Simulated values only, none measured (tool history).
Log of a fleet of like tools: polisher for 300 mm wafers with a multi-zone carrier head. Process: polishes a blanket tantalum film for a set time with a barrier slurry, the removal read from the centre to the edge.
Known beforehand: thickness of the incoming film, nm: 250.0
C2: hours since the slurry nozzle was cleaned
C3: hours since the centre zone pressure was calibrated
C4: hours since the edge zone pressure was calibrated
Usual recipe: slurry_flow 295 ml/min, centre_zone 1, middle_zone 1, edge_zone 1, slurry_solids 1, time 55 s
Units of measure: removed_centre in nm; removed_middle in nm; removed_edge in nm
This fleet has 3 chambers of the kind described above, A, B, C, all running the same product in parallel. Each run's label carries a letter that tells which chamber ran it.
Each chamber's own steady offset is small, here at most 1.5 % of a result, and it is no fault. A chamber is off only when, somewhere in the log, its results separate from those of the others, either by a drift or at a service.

{"run": "1C", "day": 0.171, "slurry_flow": 295, "centre_zone": 1, "middle_zone": 1, "edge_zone": 1, "slurry_solids": 1, "time": 55, "wafers polished on this pad": 305, "C2": 139.1, "C3": 776.1, "C4": 111.9, "removed_centre": 54.315, "removed_middle": 56.388, "removed_edge": 53.999}
{"day": 0.242, "done": "chamber A: worn pad replaced by a new one"}
{"run": "2A", "day": 0.3, "slurry_flow": 295, "centre_zone": 1, "middle_zone": 1, "edge_zone": 1, "slurry_solids": 1, "time": 55, "wafers polished on this pad": 15, "C2": 270.8, "C3": 251.8, "C4": 73.1, "removed_centre": 55.705, "removed_middle": 55.558, "removed_edge": 54.934}
{"run": "3B", "day": 0.554, "slurry_flow": 295, "centre_zone": 1, "middle_zone": 1, "edge_zone": 1, "slurry_solids": 1, "time": 55, "wafers polished on this pad": 775, "C2": 521.3, "C3": 701.6, "C4": 1121.5, "removed_centre": 55.014, "removed_middle": 55.176, "removed_edge": 56.035}
{"run": "4B", "day": 0.75, "slurry_flow": 295, "centre_zone": 1, "middle_zone": 1, "edge_zone": 1, "slurry_solids": 1, "time": 55, "wafers polished on this pad": 826, "C2": 526, "C3": 706.3, "C4": 1126.2, "removed_centre": 55.716, "removed_middle": 54.469, "removed_edge": 54.733}
{"run": "5C", "day": 0.896, "slurry_flow": 295, "centre_zone": 1, "middle_zone": 1, "edge_zone": 1, "slurry_solids": 1, "time": 69, "wafers polished on this pad": 493, "C2": 156.5, "C3": 793.5, "C4": 129.3, "removed_centre": 67.396, "removed_middle": 68.887, "removed_edge": 69.358}
{"run": "6A", "day": 1.079, "slurry_flow": 295, "centre_zone": 1, "middle_zone": 1, "edge_zone": 1, "slurry_solids": 1, "time": 69, "wafers polished on this pad": 218, "C2": 289.5, "C3": 270.5, "C4": 91.8, "removed_centre": 70.211, "removed_middle": 69.361, "removed_edge": 69.477}
{"run": "7B", "day": 1.338, "slurry_flow": 295, "centre_zone": 1, "middle_zone": 1, "edge_zone": 1, "slurry_solids": 1, "time": 69, "wafers polished on this pad": 979, "C2": 540.1, "C3": 720.4, "C4": 1140.3, "removed_centre": 69.134, "removed_middle": 68.655, "removed_edge": 69.072}
{"day": 1.488, "done": "chamber B: worn pad replaced by a new one"}
{"run": "8A", "day": 1.6, "slurry_flow": 295, "centre_zone": 1, "middle_zone": 1, "edge_zone": 1, "slurry_solids": 1, "time": 55, "wafers polished on this pad": 353, "C2": 302, "C3": 283, "C4": 104.3, "removed_centre": 56.191, "removed_middle": 55.455, "removed_edge": 55.477}
{"run": "9C", "day": 1.746, "slurry_flow": 295, "centre_zone": 1, "middle_zone": 1, "edge_zone": 1, "slurry_solids": 1.2, "time": 43, "wafers polished on this pad": 715, "C2": 176.9, "C3": 813.9, "C4": 149.7, "removed_centre": 44.392, "removed_middle": 45.059, "removed_edge": 44.551}
{"run": "10C", "day": 1.867, "slurry_flow": 295, "centre_zone": 1, "middle_zone": 1, "edge_zone": 1, "slurry_solids": 1.2, "time": 43, "wafers polished on this pad": 746, "C2": 179.8, "C3": 816.8, "C4": 152.6, "removed_centre": 44.273, "removed_middle": 45.055, "removed_edge": 44.333}
{"run": "11B", "day": 2.029, "slurry_flow": 295, "centre_zone": 1, "middle_zone": 1, "edge_zone": 1, "slurry_solids": 1.2, "time": 43, "wafers polished on this pad": 141, "C2": 556.7, "C3": 737, "C4": 1156.9, "removed_centre": 45.29, "removed_middle": 45.96, "removed_edge": 44.563}
{"run": "12A", "day": 2.238, "slurry_flow": 295, "centre_zone": 1, "middle_zone": 1, "edge_zone": 1, "slurry_solids": 1, "time": 55, "wafers polished on this pad": 519, "C2": 317.3, "C3": 298.3, "C4": 119.6, "removed_centre": 55.911, "removed_middle": 54.472, "removed_edge": 54.716}
{"run": "13B", "day": 2.483, "slurry_flow": 295, "centre_zone": 1, "middle_zone": 1, "edge_zone": 1, "slurry_solids": 1, "time": 55, "wafers polished on this pad": 260, "C2": 567.6, "C3": 747.9, "C4": 1167.8, "removed_centre": 55.683, "removed_middle": 54.773, "removed_edge": 55.072}
{"run": "14C", "day": 2.7, "slurry_flow": 295, "centre_zone": 1, "middle_zone": 1, "edge_zone": 1, "slurry_solids": 1, "time": 55, "wafers polished on this pad": 963, "C2": 199.8, "C3": 836.8, "C4": 172.6, "removed_centre": 52.712, "removed_middle": 54.581, "removed_edge": 54.02}
{"run": "15A", "day": 2.838, "slurry_flow": 295, "centre_zone": 1, "middle_zone": 1, "edge_zone": 1, "slurry_solids": 1, "time": 55, "wafers polished on this pad": 676, "C2": 331.7, "C3": 312.7, "C4": 134, "removed_centre": 55.644, "removed_middle": 56.286, "removed_edge": 53.205}
{"run": "16A", "day": 3.021, "slurry_flow": 295, "centre_zone": 1, "middle_zone": 1, "edge_zone": 1, "slurry_solids": 1, "time": 55, "wafers polished on this pad": 723, "C2": 336.1, "C3": 317.1, "C4": 138.4, "removed_centre": 54.624, "removed_middle": 54.311, "removed_edge": 54.47}
{"day": 3.225, "done": "chamber C: worn pad replaced by a new one"}
{"run": "17B", "day": 3.225, "slurry_flow": 295, "centre_zone": 1, "middle_zone": 1, "edge_zone": 1, "slurry_solids": 1, "time": 55, "wafers polished on this pad": 453, "C2": 585.4, "C3": 765.7, "C4": 1185.6, "removed_centre": 55.508, "removed_middle": 55.108, "removed_edge": 54.527}
{"run": "18C", "day": 3.483, "slurry_flow": 295, "centre_zone": 1, "middle_zone": 0.95, "edge_zone": 1, "slurry_solids": 0.7, "time": 55, "wafers polished on this pad": 67, "C2": 218.6, "C3": 855.6, "C4": 191.4, "removed_centre": 46.681, "removed_middle": 45.636, "removed_edge": 47.464}
{"run": "19A", "day": 3.642, "slurry_flow": 295, "centre_zone": 1, "middle_zone": 0.95, "edge_zone": 1, "slurry_solids": 0.7, "time": 55, "wafers polished on this pad": 885, "C2": 351, "C3": 332, "C4": 153.3, "removed_centre": 49.746, "removed_middle": 46.503, "removed_edge": 49.226}
{"day": 3.738, "done": "chamber A: worn pad replaced by a new one"}
{"run": "20B", "day": 3.779, "slurry_flow": 295, "centre_zone": 1, "middle_zone": 0.95, "edge_zone": 1, "slurry_solids": 0.7, "time": 55, "wafers polished on this pad": 597, "C2": 598.7, "C3": 779, "C4": 1198.9, "removed_centre": 49.202, "removed_middle": 46.764, "removed_edge": 49.804}
{"day": 3.971, "done": "chamber A: centre zone pressure recalibrated"}
{"run": "21C", "day": 4.025, "slurry_flow": 295, "centre_zone": 1, "middle_zone": 1, "edge_zone": 1, "slurry_solids": 1, "time": 55, "wafers polished on this pad": 208, "C2": 231.6, "C3": 868.6, "C4": 204.4, "removed_centre": 51.997, "removed_middle": 53.498, "removed_edge": 53.629}
{"run": "22C", "day": 4.196, "slurry_flow": 295, "centre_zone": 1, "middle_zone": 1, "edge_zone": 1, "slurry_solids": 1, "time": 55, "wafers polished on this pad": 252, "C2": 235.7, "C3": 872.7, "C4": 208.5, "removed_centre": 51.689, "removed_middle": 53.8, "removed_edge": 54.984}
{"run": "23B", "day": 4.425, "slurry_flow": 295, "centre_zone": 1, "middle_zone": 1, "edge_zone": 1, "slurry_solids": 1, "time": 55, "wafers polished on this pad": 765, "C2": 614.2, "C3": 794.5, "C4": 1214.4, "removed_centre": 54.912, "removed_middle": 54.742, "removed_edge": 53.892}
{"run": "24A", "day": 4.592, "slurry_flow": 295, "centre_zone": 1, "middle_zone": 1, "edge_zone": 1, "slurry_solids": 1, "time": 55, "wafers polished on this pad": 222, "C2": 373.8, "C3": 14.9, "C4": 176.1, "removed_centre": 55.498, "removed_middle": 55.213, "removed_edge": 55.578}
{"run": "25C", "day": 4.712, "slurry_flow": 255, "centre_zone": 1, "middle_zone": 1.04, "edge_zone": 1, "slurry_solids": 1, "time": 55, "wafers polished on this pad": 387, "C2": 248.1, "C3": 885.1, "C4": 220.9, "removed_centre": 50.283, "removed_middle": 53.522, "removed_edge": 52.116}

Read the log: is a single chamber off, either drifting away or since a service, is the gauge that measures every chamber drifting, or is nothing wrong beyond small per-chamber offsets? Name any odd chamber and what most likely caused it.

Chamber C drifts away from the others.
Likeliest cause: slurry flow missing at the pad, % = 34.9.

Here are 4 candidates for chamber C's next run, each the usual settings with a change, their results left as question marks. Which one brings its results back in line with what the others give on the usual settings?
A result is in line if it is within this distance of the other chambers' mean on the usual settings: removed_centre 1.4 nm; removed_middle 1.6 nm; removed_edge 2.8 nm
{"run": "26C-1", "day": 4.904, "slurry_flow": 300, "centre_zone": 1.03, "middle_zone": 1, "edge_zone": 0.99, "slurry_solids": 1, "time": 57, "removed_centre": "?", "removed_middle": "?", "removed_edge": "?"}
{"run": "26C-2", "day": 4.904, "slurry_flow": 290, "centre_zone": 0.97, "middle_zone": 1, "edge_zone": 1.01, "slurry_solids": 1, "time": 53, "removed_centre": "?", "removed_middle": "?", "removed_edge": "?"}
{"run": "26C-3", "day": 4.904, "slurry_flow": 285, "centre_zone": 0.94, "middle_zone": 1, "edge_zone": 1.02, "slurry_solids": 1, "time": 52, "removed_centre": "?", "removed_middle": "?", "removed_edge": "?"}
{"run": "26C-4", "day": 4.904, "slurry_flow": 305, "centre_zone": 1.06, "middle_zone": 1, "edge_zone": 0.97, "slurry_solids": 1, "time": 59, "removed_centre": "?", "removed_middle": "?", "removed_edge": "?"}

The mean the other chambers reach with the usual settings: removed_centre 55.412 nm; removed_middle 54.993 nm; removed_edge 54.953 nm
run=26C-1 removed_centre=55.149 removed_middle=54.817 removed_edge=54.983
run=26C-2 removed_centre=47.785 removed_middle=50.733 removed_edge=51.475
run=26C-3 removed_centre=45.177 removed_middle=49.654 removed_edge=50.67
run=26C-4 removed_centre=59.036 removed_middle=56.867 removed_edge=56.41
26C-1 is the one that brings the chamber's results back in line with the other chambers.
